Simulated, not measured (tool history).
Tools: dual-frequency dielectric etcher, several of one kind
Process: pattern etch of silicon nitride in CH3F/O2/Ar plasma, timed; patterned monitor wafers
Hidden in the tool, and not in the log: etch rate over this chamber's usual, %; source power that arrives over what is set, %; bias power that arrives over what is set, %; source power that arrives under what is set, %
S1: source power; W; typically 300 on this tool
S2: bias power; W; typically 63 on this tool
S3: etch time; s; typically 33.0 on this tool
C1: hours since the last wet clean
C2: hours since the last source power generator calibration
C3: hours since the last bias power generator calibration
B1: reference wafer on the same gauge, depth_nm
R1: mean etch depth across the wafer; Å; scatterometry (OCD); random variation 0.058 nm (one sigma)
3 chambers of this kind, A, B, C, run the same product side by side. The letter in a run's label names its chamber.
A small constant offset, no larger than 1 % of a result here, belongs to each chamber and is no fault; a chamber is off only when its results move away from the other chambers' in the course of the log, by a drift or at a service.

| run | hour | S1 | S2 | S3 | C1 | C2 | C3 | B1 | R1 |
|---|---|---|---|---|---|---|---|---|---|
| 1A | 6.3 | 300 | 63 | 33.0 | 546.3 | 3024.0 | 2337.1 | 20.397 | 197.69 |
|  | 9.9 | chamber C: wet clean of the chamber |
| 2C | 12.6 | 300 | 63 | 33.0 | 2.8 | 164.7 | 617.7 | 20.403 | 198.42 |
|  | 15.8 | chamber A: wet clean of the chamber |
| 3B | 20.5 | 300 | 63 | 33.0 | 40.2 | 1270.5 | 1233.1 | 20.397 | 197.48 |
| 4A | 25.1 | 300 | 63 | 33.0 | 9.3 | 3042.8 | 2355.9 | 20.395 | 196.36 |
| 5C | 29.9 | 300 | 63 | 33.0 | 20.1 | 182.0 | 635.0 | 20.397 | 198.55 |
| 6B | 36.8 | 300 | 71 | 39.0 | 56.5 | 1286.8 | 1249.4 | 20.392 | 241.90 |
| 7B | 42.3 | 300 | 71 | 39.0 | 62.0 | 1292.3 | 1254.9 | 20.406 | 242.06 |
| 8C | 50.5 | 300 | 71 | 39.0 | 40.7 | 202.6 | 655.6 | 20.393 | 245.29 |
| 9A | 55.2 | 300 | 63 | 33.0 | 39.4 | 3072.9 | 2386.0 | 20.397 | 196.16 |
| 10B | 62.2 | 300 | 63 | 33.0 | 81.9 | 1312.2 | 1274.8 | 20.385 | 196.04 |
| 11A | 70.4 | 300 | 63 | 33.0 | 54.6 | 3088.1 | 2401.2 | 20.390 | 196.49 |
| 12C | 79.3 | 300 | 63 | 36.5 | 69.5 | 231.4 | 684.4 | 20.401 | 220.29 |
|  | 81.0 | chamber A: source power generator calibrated |
| 13A | 87.6 | 300 | 63 | 36.5 | 71.8 | 6.7 | 2418.4 | 20.403 | 217.48 |
| 14C | 92.7 | 300 | 63 | 36.5 | 82.9 | 244.8 | 697.8 | 20.416 | 220.09 |
| 15B | 99.4 | 300 | 63 | 33.0 | 119.1 | 1349.4 | 1312.0 | 20.396 | 195.48 |
| 16C | 105.0 | 300 | 63 | 33.0 | 95.2 | 257.1 | 710.1 | 20.389 | 199.10 |
| 17B | 110.3 | 300 | 63 | 33.0 | 130.0 | 1360.3 | 1322.9 | 20.406 | 197.54 |
| 18A | 117.7 | 300 | 63 | 33.0 | 101.9 | 36.8 | 2448.5 | 20.394 | 196.30 |
| 19C | 126.5 | 300 | 63 | 33.0 | 116.7 | 278.6 | 731.6 | 20.389 | 199.33 |
| 20B | 133.9 | 300 | 63 | 33.0 | 153.6 | 1383.9 | 1346.5 | 20.398 | 196.12 |
| 21A | 142.3 | 300 | 63 | 33.0 | 126.5 | 61.4 | 2473.1 | 20.385 | 197.20 |
| 22A | 150.2 | 300 | 63 | 33.0 | 134.4 | 69.3 | 2481.0 | 20.400 | 196.92 |
| 23C | 155.1 | 300 | 63 | 33.0 | 145.3 | 307.2 | 760.2 | 20.425 | 199.16 |
| 24B | 161.3 | 300 | 48 | 28.0 | 181.0 | 1411.3 | 1373.9 | 20.409 | 151.56 |
|  | 162.2 | chamber A: bias power generator calibrated |
| 25A | 165.8 | 300 | 48 | 28.0 | 150.0 | 84.9 | 3.6 | 20.410 | 152.69 |
| 26C | 174.9 | 300 | 48 | 28.0 | 165.1 | 327.0 | 780.0 | 20.404 | 155.16 |
| 27B | 180.3 | 300 | 63 | 33.0 | 200.0 | 1430.3 | 1392.9 | 20.389 | 195.97 |
| 28A | 187.1 | 300 | 63 | 33.0 | 171.3 | 106.2 | 24.9 | 20.396 | 197.25 |
| 29B | 191.9 | 300 | 63 | 33.0 | 211.6 | 1441.9 | 1404.5 | 20.391 | 196.03 |
| 30C | 198.8 | 300 | 63 | 33.0 | 189.0 | 350.9 | 803.9 | 20.389 | 200.00 |
| 31A | 207.0 | 300 | 63 | 33.0 | 191.2 | 126.1 | 44.8 | 20.393 | 196.99 |
| 32C | 212.5 | 300 | 63 | 33.0 | 202.7 | 364.6 | 817.6 | 20.399 | 199.65 |
| 33B | 217.3 | 300 | 63 | 33.0 | 237.0 | 1467.3 | 1429.9 | 20.414 | 197.18 |
| 34A | 225.0 | 300 | 63 | 33.0 | 209.2 | 144.1 | 62.8 | 20.403 | 196.49 |
| 35C | 229.6 | 300 | 63 | 33.0 | 219.8 | 381.7 | 834.7 | 20.410 | 199.67 |
| 36B | 233.8 | 300 | 63 | 33.0 | 253.5 | 1483.8 | 1446.4 | 20.407 | 196.03 |
| 37B | 240.7 | 300 | 63 | 33.0 | 260.4 | 1490.7 | 1453.3 | 20.399 | 196.42 |
| 38C | 247.0 | 300 | 63 | 33.0 | 237.2 | 399.1 | 852.1 | 20.399 | 199.44 |

Next, every chamber runs the same settings. What will each give?
| 39A | 253.6 | 300 | 56 | 33.0 |  |  |  |  | ? |
| 39B | 253.6 | 300 | 56 | 33.0 |  |  |  |  | ? |
| 39C | 253.6 | 300 | 56 | 33.0 |  |  |  |  | ? |

| run | R1 |
|---|---|
| 39A | 187.76 |
| 39B | 188.94 |
| 39C | 191.09 |
